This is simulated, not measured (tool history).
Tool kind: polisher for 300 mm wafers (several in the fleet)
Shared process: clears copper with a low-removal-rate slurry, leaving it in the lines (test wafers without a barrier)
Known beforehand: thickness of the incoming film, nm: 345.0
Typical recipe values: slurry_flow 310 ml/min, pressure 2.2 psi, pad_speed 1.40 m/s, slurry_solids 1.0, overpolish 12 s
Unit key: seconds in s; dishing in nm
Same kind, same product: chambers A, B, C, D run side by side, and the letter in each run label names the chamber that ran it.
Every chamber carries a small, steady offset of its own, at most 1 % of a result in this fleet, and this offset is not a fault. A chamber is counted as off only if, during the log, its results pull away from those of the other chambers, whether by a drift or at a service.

{"hour": 2.0, "done": "chamber A: slurry nozzle cleaned"}
{"run": "1D", "hour": 5.1, "slurry_flow": 310, "pressure": 2.2, "pad_speed": 1.4, "slurry_solids": 1.0, "overpolish": 12, "seconds": 105.72, "dishing": 24.775}
{"hour": 6.1, "done": "chamber D: head pressure recalibrated"}
{"hour": 6.9, "done": "chamber D: worn pad replaced by a new one"}
{"run": "2C", "hour": 10.4, "slurry_flow": 310, "pressure": 2.2, "pad_speed": 1.4, "slurry_solids": 1.0, "overpolish": 12, "seconds": 107.52, "dishing": 25.372}
{"run": "3A", "hour": 14.5, "slurry_flow": 310, "pressure": 2.2, "pad_speed": 1.4, "slurry_solids": 1.0, "overpolish": 12, "seconds": 107.01, "dishing": 24.999}
{"run": "4B", "hour": 20.2, "slurry_flow": 310, "pressure": 2.2, "pad_speed": 1.4, "slurry_solids": 1.0, "overpolish": 12, "seconds": 106.68, "dishing": 24.547}
{"hour": 22.9, "done": "chamber C: worn pad replaced by a new one"}
{"run": "5C", "hour": 26.6, "slurry_flow": 310, "pressure": 2.2, "pad_speed": 1.4, "slurry_solids": 1.0, "overpolish": 12, "seconds": 106.64, "dishing": 26.162}
{"run": "6D", "hour": 31.0, "slurry_flow": 225, "pressure": 2.2, "pad_speed": 1.4, "slurry_solids": 1.0, "overpolish": 12, "seconds": 107.33, "dishing": 25.065}
{"run": "7B", "hour": 35.5, "slurry_flow": 225, "pressure": 2.2, "pad_speed": 1.4, "slurry_solids": 1.0, "overpolish": 12, "seconds": 110.32, "dishing": 23.197}
{"run": "8A", "hour": 40.9, "slurry_flow": 225, "pressure": 2.2, "pad_speed": 1.4, "slurry_solids": 1.0, "overpolish": 12, "seconds": 107.48, "dishing": 24.047}
{"run": "9C", "hour": 44.9, "slurry_flow": 225, "pressure": 2.2, "pad_speed": 1.4, "slurry_solids": 1.0, "overpolish": 12, "seconds": 108.72, "dishing": 24.931}
{"run": "10A", "hour": 52.2, "slurry_flow": 405, "pressure": 2.2, "pad_speed": 1.4, "slurry_solids": 1.2, "overpolish": 12, "seconds": 97.568, "dishing": 28.506}
{"hour": 52.3, "done": "chamber D: slurry nozzle cleaned"}
{"run": "11B", "hour": 59.8, "slurry_flow": 405, "pressure": 2.2, "pad_speed": 1.4, "slurry_solids": 1.2, "overpolish": 12, "seconds": 103.93, "dishing": 27.566}
{"run": "12D", "hour": 65.1, "slurry_flow": 405, "pressure": 2.2, "pad_speed": 1.4, "slurry_solids": 1.2, "overpolish": 12, "seconds": 100.65, "dishing": 26.546}
{"hour": 65.2, "done": "chamber C: slurry blender recalibrated"}
{"run": "13C", "hour": 71.1, "slurry_flow": 405, "pressure": 2.2, "pad_speed": 1.4, "slurry_solids": 1.2, "overpolish": 12, "seconds": 101.98, "dishing": 27.334}
{"hour": 75.7, "done": "chamber B: worn pad replaced by a new one"}
{"run": "14A", "hour": 77.8, "slurry_flow": 310, "pressure": 2.2, "pad_speed": 1.4, "slurry_solids": 1.0, "overpolish": 12, "seconds": 105.92, "dishing": 26.441}
{"run": "15D", "hour": 83.4, "slurry_flow": 310, "pressure": 2.2, "pad_speed": 1.18, "slurry_solids": 1.0, "overpolish": 17, "seconds": 125.81, "dishing": 29.607}
{"hour": 83.8, "done": "chamber B: slurry nozzle cleaned"}
{"run": "16B", "hour": 89.8, "slurry_flow": 310, "pressure": 2.2, "pad_speed": 1.18, "slurry_solids": 1.0, "overpolish": 17, "seconds": 123.82, "dishing": 30.72}
{"run": "17D", "hour": 95.4, "slurry_flow": 310, "pressure": 2.2, "pad_speed": 1.18, "slurry_solids": 1.0, "overpolish": 17, "seconds": 123.23, "dishing": 28.909}
{"run": "18A", "hour": 102.3, "slurry_flow": 310, "pressure": 2.2, "pad_speed": 1.18, "slurry_solids": 1.0, "overpolish": 17, "seconds": 124.04, "dishing": 29.212}
{"run": "19B", "hour": 108.2, "slurry_flow": 310, "pressure": 2.2, "pad_speed": 1.4, "slurry_solids": 1.0, "overpolish": 12, "seconds": 104.22, "dishing": 24.889}
{"run": "20C", "hour": 114.0, "slurry_flow": 310, "pressure": 2.2, "pad_speed": 1.4, "slurry_solids": 1.0, "overpolish": 12, "seconds": 104.65, "dishing": 25.164}
{"run": "21C", "hour": 118.7, "slurry_flow": 310, "pressure": 2.2, "pad_speed": 1.4, "slurry_solids": 1.0, "overpolish": 12, "seconds": 107.28, "dishing": 25.295}
{"run": "22D", "hour": 125.1, "slurry_flow": 260, "pressure": 1.6, "pad_speed": 1.4, "slurry_solids": 1.0, "overpolish": 12, "seconds": 148.02, "dishing": 19.248}
{"run": "23B", "hour": 131.7, "slurry_flow": 260, "pressure": 1.6, "pad_speed": 1.4, "slurry_solids": 1.0, "overpolish": 12, "seconds": 147.62, "dishing": 18.699}
{"hour": 133.6, "done": "chamber C: head pressure recalibrated"}
{"run": "24A", "hour": 135.3, "slurry_flow": 260, "pressure": 1.6, "pad_speed": 1.4, "slurry_solids": 1.0, "overpolish": 12, "seconds": 146.73, "dishing": 19.023}
{"run": "25A", "hour": 140.7, "slurry_flow": 260, "pressure": 1.6, "pad_speed": 1.4, "slurry_solids": 1.0, "overpolish": 12, "seconds": 147.73, "dishing": 18.888}
{"run": "26D", "hour": 145.8, "slurry_flow": 310, "pressure": 2.2, "pad_speed": 1.4, "slurry_solids": 1.0, "overpolish": 16, "seconds": 107.12, "dishing": 30.561}
{"hour": 148.6, "done": "chamber D: worn pad replaced by a new one"}
{"hour": 149.5, "done": "chamber C: worn pad replaced by a new one"}
{"run": "27C", "hour": 149.6, "slurry_flow": 310, "pressure": 2.2, "pad_speed": 1.4, "slurry_solids": 1.0, "overpolish": 16, "seconds": 118.95, "dishing": 27.677}
{"hour": 154.3, "done": "chamber A: worn pad replaced by a new one"}
{"run": "28B", "hour": 156.9, "slurry_flow": 310, "pressure": 2.2, "pad_speed": 1.4, "slurry_solids": 1.0, "overpolish": 16, "seconds": 105.07, "dishing": 31.239}
{"run": "29D", "hour": 162.4, "slurry_flow": 310, "pressure": 2.2, "pad_speed": 1.4, "slurry_solids": 1.0, "overpolish": 16, "seconds": 107.36, "dishing": 31.355}
{"hour": 163.6, "done": "chamber B: slurry blender recalibrated"}
{"run": "30C", "hour": 166.8, "slurry_flow": 310, "pressure": 2.2, "pad_speed": 1.4, "slurry_solids": 1.0, "overpolish": 12, "seconds": 120.13, "dishing": 23.261}
{"run": "31B", "hour": 174.4, "slurry_flow": 310, "pressure": 2.2, "pad_speed": 1.4, "slurry_solids": 1.0, "overpolish": 12, "seconds": 104.15, "dishing": 25.253}
{"run": "32A", "hour": 179.7, "slurry_flow": 310, "pressure": 2.2, "pad_speed": 1.4, "slurry_solids": 1.0, "overpolish": 12, "seconds": 105.76, "dishing": 25.451}
{"run": "33B", "hour": 186.7, "slurry_flow": 310, "pressure": 2.2, "pad_speed": 1.4, "slurry_solids": 1.0, "overpolish": 12, "seconds": 105.3, "dishing": 25.001}
{"run": "34C", "hour": 194.3, "slurry_flow": 310, "pressure": 1.8, "pad_speed": 1.74, "slurry_solids": 1.0, "overpolish": 12, "seconds": 117.71, "dishing": 22.59}
{"run": "35A", "hour": 200.2, "slurry_flow": 310, "pressure": 1.8, "pad_speed": 1.74, "slurry_solids": 1.0, "overpolish": 12, "seconds": 104.38, "dishing": 25.694}
{"run": "36D", "hour": 208.2, "slurry_flow": 310, "pressure": 1.8, "pad_speed": 1.74, "slurry_solids": 1.0, "overpolish": 12, "seconds": 108.52, "dishing": 23.973}

Is one chamber off against the others, does the gauge drift, or is nothing wrong? If a chamber is off, say which, and what the likeliest cause is.

A service on chamber C put it out of line with the rest.
Likeliest cause: head's pressure below its setpoint, % = 11.4.

Which of the 4 candidates below, each the usual settings with something changed and its results left as question marks, puts chamber C back in line with what the other chambers give on the usual settings?
To be in line, a result may differ from the other chambers' mean on the usual settings by at most: seconds 5.200 s; dishing 2.100 nm
{"run": "37C-1", "hour": 214.0, "slurry_flow": 305, "pressure": 2.0, "pad_speed": 1.26, "slurry_solids": 1.0, "overpolish": 12, "seconds": "?", "dishing": "?"}
{"run": "37C-2", "hour": 214.0, "slurry_flow": 310, "pressure": 2.1, "pad_speed": 1.32, "slurry_solids": 1.0, "overpolish": 12, "seconds": "?", "dishing": "?"}
{"run": "37C-3", "hour": 214.0, "slurry_flow": 310, "pressure": 2.4, "pad_speed": 1.48, "slurry_solids": 1.0, "overpolish": 12, "seconds": "?", "dishing": "?"}
{"run": "37C-4", "hour": 214.0, "slurry_flow": 315, "pressure": 2.5, "pad_speed": 1.54, "slurry_solids": 1.0, "overpolish": 12, "seconds": "?", "dishing": "?"}

On the usual settings, the other chambers give on average: seconds 105.940 s; dishing 25.226 nm
run=37C-1 seconds=146.440 dishing=19.459
run=37C-2 seconds=133.150 dishing=21.122
run=37C-3 seconds=104.290 dishing=25.953
run=37C-4 seconds=96.193 dishing=27.728
With 37C-3, the chamber falls back in line with the rest.
